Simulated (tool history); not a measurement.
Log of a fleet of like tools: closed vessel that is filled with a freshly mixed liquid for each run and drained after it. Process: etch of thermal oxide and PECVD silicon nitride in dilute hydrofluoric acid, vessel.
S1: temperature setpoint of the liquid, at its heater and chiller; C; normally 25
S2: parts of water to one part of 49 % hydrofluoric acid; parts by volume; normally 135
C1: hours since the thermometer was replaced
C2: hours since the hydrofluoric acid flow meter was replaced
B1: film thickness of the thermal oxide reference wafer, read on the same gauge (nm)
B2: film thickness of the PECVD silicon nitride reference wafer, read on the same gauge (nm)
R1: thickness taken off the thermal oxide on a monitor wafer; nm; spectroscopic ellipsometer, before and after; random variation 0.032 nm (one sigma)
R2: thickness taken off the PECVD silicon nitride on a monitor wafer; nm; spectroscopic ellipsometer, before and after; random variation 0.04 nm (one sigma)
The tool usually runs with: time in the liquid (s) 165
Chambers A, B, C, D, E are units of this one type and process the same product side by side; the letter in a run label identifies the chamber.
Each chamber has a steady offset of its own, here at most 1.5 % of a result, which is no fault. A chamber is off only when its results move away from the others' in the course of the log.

run 1B day=0.354 | S1=25 S2=135 time_in_the_liquid_(s)=165 | C1=2081.3 C2=767.5 | B1=60.006 B2=70.021 | R1=5.867 R2=3.7595
run 2D day=0.55 | S1=25 S2=135 time_in_the_liquid_(s)=165 | C1=29 C2=112.8 | B1=60.014 B2=70.004 | R1=5.8443 R2=3.6138
run 3C day=0.888 | S1=25 S2=135 time_in_the_liquid_(s)=165 | C1=646.1 C2=733.2 | B1=60.01 B2=69.998 | R1=5.8759 R2=3.7234
run 4A day=1.154 | S1=25 S2=135 time_in_the_liquid_(s)=165 | C1=1013.9 C2=804.2 | B1=59.993 B2=70.004 | R1=5.8069 R2=3.7349
run 5E day=1.475 | S1=25 S2=135 time_in_the_liquid_(s)=165 | C1=587.4 C2=40.1 | B1=59.991 B2=69.971 | R1=5.7555 R2=3.7402
run 6A day=1.771 | S1=25 S2=135 time_in_the_liquid_(s)=165 | C1=1028.7 C2=819 | B1=60.02 B2=70.011 | R1=5.7956 R2=3.7022
run 7E day=2.162 | S1=25 S2=135 time_in_the_liquid_(s)=165 | C1=603.9 C2=56.6 | B1=60.002 B2=70.008 | R1=5.7447 R2=3.7208
run 8B day=2.433 | S1=20 S2=135 time_in_the_liquid_(s)=165 | C1=2131.2 C2=817.4 | B1=59.996 B2=69.983 | R1=4.7696 R2=2.6375
run 9D day=2.829 | S1=20 S2=135 time_in_the_liquid_(s)=165 | C1=83.7 C2=167.5 | B1=60.036 B2=69.966 | R1=4.7405 R2=2.6757
run 10C day=3.142 | S1=20 S2=135 time_in_the_liquid_(s)=165 | C1=700.2 C2=787.3 | B1=59.99 B2=69.979 | R1=4.8194 R2=2.6682
run 11C day=3.433 | S1=20 S2=135 time_in_the_liquid_(s)=165 | C1=707.2 C2=794.3 | B1=60.012 B2=70.005 | R1=4.795 R2=2.6711
run 12D day=3.812 | S1=20 S2=135 time_in_the_liquid_(s)=165 | C1=107.3 C2=191.1 | B1=60.007 B2=69.997 | R1=4.7627 R2=2.6892
run 13A day=4.108 | S1=25 S2=135 time_in_the_liquid_(s)=165 | C1=1084.8 C2=875.1 | B1=59.989 B2=69.972 | R1=5.7403 R2=3.7289
run 14E day=4.471 | S1=28 S2=135 time_in_the_liquid_(s)=235 | C1=659.3 C2=112 | B1=59.998 B2=70.009 | R1=9.1811 R2=6.5252
run 15B day=4.667 | S1=28 S2=135 time_in_the_liquid_(s)=235 | C1=2184.8 C2=871 | B1=59.97 B2=70.013 | R1=9.3083 R2=6.3148
run 16D day=4.929 | S1=28 S2=135 time_in_the_liquid_(s)=235 | C1=134.1 C2=217.9 | B1=60.003 B2=70.004 | R1=9.2705 R2=6.3881
run 17A day=5.175 | S1=28 S2=135 time_in_the_liquid_(s)=235 | C1=1110.4 C2=900.7 | B1=59.994 B2=69.999 | R1=9.1981 R2=6.4861
run 18E day=5.354 | S1=28 S2=135 time_in_the_liquid_(s)=235 | C1=680.5 C2=133.2 | B1=60.01 B2=70.032 | R1=9.1465 R2=6.3349
run 19C day=5.621 | S1=25 S2=135 time_in_the_liquid_(s)=165 | C1=759.7 C2=846.8 | B1=60.008 B2=70.019 | R1=5.8942 R2=3.7414
run 20B day=5.967 | S1=25 S2=135 time_in_the_liquid_(s)=165 | C1=2216 C2=902.2 | B1=59.996 B2=70.007 | R1=5.8379 R2=3.7118
run 21B day=6.162 | S1=25 S2=135 time_in_the_liquid_(s)=165 | C1=2220.7 C2=906.9 | B1=60.01 B2=70.005 | R1=5.8517 R2=3.6772
run 22D day=6.512 | S1=25 S2=135 time_in_the_liquid_(s)=120 | C1=172.1 C2=255.9 | B1=59.975 B2=70.017 | R1=4.2479 R2=2.7005
run 23C day=6.725 | S1=25 S2=135 time_in_the_liquid_(s)=120 | C1=786.2 C2=873.3 | B1=60.012 B2=69.985 | R1=4.2941 R2=2.7733
run 24A day=7.104 | S1=25 S2=135 time_in_the_liquid_(s)=120 | C1=1156.7 C2=947 | B1=60.014 B2=70.002 | R1=4.2016 R2=2.735
run 25E day=7.279 | S1=25 S2=135 time_in_the_liquid_(s)=120 | C1=726.7 C2=179.4 | B1=59.995 B2=70.018 | R1=4.2129 R2=2.702
run 26C day=7.654 | S1=25 S2=135 time_in_the_liquid_(s)=120 | C1=808.5 C2=895.6 | B1=59.995 B2=70 | R1=4.3506 R2=2.7922
run 27E day=7.971 | S1=25 S2=135 time_in_the_liquid_(s)=165 | C1=743.3 C2=196 | B1=59.967 B2=70.02 | R1=5.7567 R2=3.7674
run 28D day=8.321 | S1=25 S2=185 time_in_the_liquid_(s)=165 | C1=215.5 C2=299.3 | B1=59.993 B2=70.005 | R1=4.0108 R2=2.7449
run 29A day=8.546 | S1=25 S2=185 time_in_the_liquid_(s)=165 | C1=1191.3 C2=981.6 | B1=60.01 B2=69.991 | R1=4.0207 R2=2.7382
-- day=8.621 chamber A: thermometer replaced
run 30B day=8.821 | S1=25 S2=185 time_in_the_liquid_(s)=165 | C1=2284.5 C2=970.7 | B1=60.018 B2=70.005 | R1=4.0423 R2=2.654
run 31B day=9 | S1=25 S2=185 time_in_the_liquid_(s)=165 | C1=2288.8 C2=975 | B1=59.992 B2=69.983 | R1=4.0165 R2=2.6966
run 32A day=9.362 | S1=25 S2=185 time_in_the_liquid_(s)=165 | C1=17.9 C2=1001.2 | B1=59.988 B2=69.971 | R1=4.0079 R2=2.7283
run 33C day=9.629 | S1=25 S2=135 time_in_the_liquid_(s)=165 | C1=855.9 C2=943 | B1=60.014 B2=70.006 | R1=6.0536 R2=3.9008
run 34E day=9.812 | S1=25 S2=135 time_in_the_liquid_(s)=195 | C1=787.5 C2=240.2 | B1=60.012 B2=70.028 | R1=6.8486 R2=4.4253
run 35D day=10.208 | S1=25 S2=135 time_in_the_liquid_(s)=195 | C1=260.8 C2=344.6 | B1=60.001 B2=70.023 | R1=6.8587 R2=4.3403
run 36E day=10.458 | S1=25 S2=135 time_in_the_liquid_(s)=195 | C1=803 C2=255.7 | B1=59.99 B2=69.983 | R1=6.8764 R2=4.4668
run 37B day=10.675 | S1=25 S2=135 time_in_the_liquid_(s)=195 | C1=2329 C2=1015.2 | B1=60.005 B2=70.008 | R1=6.9198 R2=4.2974
run 38C day=10.967 | S1=25 S2=135 time_in_the_liquid_(s)=195 | C1=888 C2=975.1 | B1=60.013 B2=70.003 | R1=7.2298 R2=4.7381
run 39D day=11.171 | S1=25 S2=135 time_in_the_liquid_(s)=165 | C1=283.9 C2=367.7 | B1=60.014 B2=69.986 | R1=5.8304 R2=3.7345

Is one chamber off against the others, does the gauge drift, or is nothing wrong? If a chamber is off, say which, and what the likeliest cause is.

It is chamber C that slowly wanders off from its peers.
What lies behind it: liquid hotter than its thermometer reads (K) = 1.16.

Which of the 4 candidates below, each the usual settings with something changed and its results left as question marks, puts chamber C back in line with what the other chambers give on the usual settings?
A result is in line if it is within this distance of the other chambers' mean on the usual settings: R1 0.11 nm; R2 0.14 nm
run 40C-1 day=11.454 | S1=24.5 S2=135 time_in_the_liquid_(s)=165 | R1=? R2=?
run 40C-2 day=11.454 | S1=24.5 S2=135 time_in_the_liquid_(s)=160 | R1=? R2=?
run 40C-3 day=11.454 | S1=25.5 S2=135 time_in_the_liquid_(s)=165 | R1=? R2=?
run 40C-4 day=11.454 | S1=25.5 S2=135 time_in_the_liquid_(s)=170 | R1=? R2=?

On the usual settings, the other chambers give on average: R1 5.8074 nm; R2 3.7125 nm
run=40C-1 R1=6.0054 R2=3.8578
run=40C-2 R1=5.8234 R2=3.7409
run=40C-3 R1=6.2369 R2=4.1117
run=40C-4 R1=6.4258 R2=4.2363
With 40C-2, the chamber falls back in line with the rest.
